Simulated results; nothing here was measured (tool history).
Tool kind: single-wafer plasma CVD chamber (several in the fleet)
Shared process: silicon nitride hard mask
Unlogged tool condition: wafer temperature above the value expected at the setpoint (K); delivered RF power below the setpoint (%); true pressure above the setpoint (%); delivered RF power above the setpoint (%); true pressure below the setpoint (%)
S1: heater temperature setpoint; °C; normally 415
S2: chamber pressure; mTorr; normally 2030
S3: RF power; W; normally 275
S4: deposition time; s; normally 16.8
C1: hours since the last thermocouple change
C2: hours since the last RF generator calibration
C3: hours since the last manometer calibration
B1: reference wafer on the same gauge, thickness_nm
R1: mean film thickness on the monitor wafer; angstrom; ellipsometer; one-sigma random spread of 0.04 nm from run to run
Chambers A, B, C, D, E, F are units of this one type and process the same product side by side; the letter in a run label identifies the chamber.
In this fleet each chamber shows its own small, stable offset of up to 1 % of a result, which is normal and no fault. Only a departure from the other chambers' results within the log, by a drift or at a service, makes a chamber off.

run,hour,S1,S2,S3,S4,C1,C2,C3,B1,R1
1F,10.4,415,2030,275,16.8,614.2,156.5,482.1,21.606,193.76
2B,20.2,415,2030,275,16.8,997.8,703.3,1132.4,21.595,191.58
3C,28.6,415,2030,275,16.8,2077.2,1735.3,827.8,21.597,192.78
4D,39.8,415,2030,275,16.8,488.4,188.2,635.2,21.604,193.11
5E,51.1,415,2030,275,15.1,288.0,258.6,655.0,21.605,174.34
6A,62.9,415,2030,275,15.1,878.9,947.5,548.7,21.613,173.62
7C,69.4,415,2030,275,15.1,2118.0,1776.1,868.6,21.610,172.78
8D,76.7,415,2030,275,15.1,525.3,225.1,672.1,21.595,173.38
9B,84.9,415,2030,275,15.1,1062.5,768.0,1197.1,21.598,172.53
10A,94.6,415,2030,275,15.1,910.6,979.2,580.4,21.611,174.15
# hour 99.2: chamber B: capacitance manometer re-zeroed and calibrated
11E,104.9,415,2030,275,16.8,341.8,312.4,708.8,21.605,193.32
12F,112.3,415,2030,275,16.8,716.1,258.4,584.0,21.598,193.94
13A,122.1,415,1800,315,16.8,938.1,1006.7,607.9,21.598,203.69
14B,127.5,415,1800,315,16.8,1105.1,810.6,28.3,21.596,203.98
15C,139.3,415,1800,315,16.8,2187.9,1846.0,938.5,21.592,204.77
16E,149.9,415,1800,315,16.8,386.8,357.4,753.8,21.611,205.06
# hour 150.5: chamber C: thermocouple changed; heater temperature recalibrated
17D,155.6,415,1800,315,16.8,604.2,304.0,751.0,21.596,205.32
18F,165.8,415,1800,315,16.8,769.6,311.9,637.5,21.591,205.07
19F,176.2,415,2030,275,16.8,780.0,322.3,647.9,21.601,193.62
20E,185.3,415,2030,275,16.8,422.2,392.8,789.2,21.610,193.15
21B,195.2,415,2030,275,16.8,1172.8,878.3,96.0,21.611,191.80
22C,202.3,415,2030,275,16.8,51.9,1909.0,1001.5,21.602,193.65
# hour 206.1: chamber B: RF generator calibrated
23D,209.2,415,2030,275,16.8,657.8,357.6,804.6,21.606,193.90
24A,219.6,415,2030,275,16.8,1035.6,1104.2,705.4,21.596,190.89
25B,229.6,415,2030,275,16.8,1207.2,23.6,130.4,21.587,192.15
26F,235.1,415,2030,275,16.8,838.9,381.2,706.8,21.603,193.54
27D,244.9,415,2030,275,16.8,693.5,393.3,840.3,21.598,192.19
28A,251.4,415,2030,275,16.8,1067.4,1136.0,737.2,21.594,190.58
29C,261.3,415,2030,275,16.8,110.9,1968.0,1060.5,21.600,192.78
30E,272.7,415,2030,325,16.8,509.6,480.2,876.6,21.599,216.54
31B,283.4,415,2030,325,16.8,1261.0,77.4,184.2,21.611,215.46
# hour 288.5: chamber C: capacitance manometer re-zeroed and calibrated
32A,293.3,415,2030,325,16.8,1109.3,1177.9,779.1,21.605,212.47
33D,302.0,415,2030,325,16.8,750.6,450.4,897.4,21.595,216.65
34C,310.3,415,2030,325,16.8,159.9,2017.0,21.9,21.601,215.75
35F,321.3,415,2030,325,16.8,925.1,467.4,793.0,21.599,217.08
36E,326.9,415,2030,275,16.8,563.8,534.4,930.8,21.605,193.75
37B,334.7,415,2260,275,16.8,1312.3,128.7,235.5,21.596,197.06

Is one chamber out of step, is the gauge drifting, or do the chambers differ by no more than their own small offsets? For an off chamber, give its letter and the likeliest cause.

One chamber, A, drifts off from the rest bit by bit.
Most likely cause: delivered RF power below the setpoint (%) = 3.56.
The log may not separate it from: true pressure below the setpoint (%).

Chamber A could run next with any of the 4 candidate recipes listed below; each alters the usual settings, and their results appear as question marks. Which one brings its results back in line with what the other chambers deliver on the usual settings?
Counts as in line when no further than this from what the other chambers average on the usual settings: R1 1.50 angstrom
38A-1,343.1,415,2100,290,16.8,,,,,?
38A-2,343.1,415,2030,275,16.4,,,,,?
38A-3,343.1,415,2030,285,16.8,,,,,?
38A-4,343.1,415,1960,260,16.8,,,,,?

On the usual settings, the other chambers give on average: R1 193.10 angstrom
run,R1
38A-1,197.20
38A-2,183.98
38A-3,193.20
38A-4,179.55
The answer is 38A-3, which returns the chamber to within the allowed miss of the others.
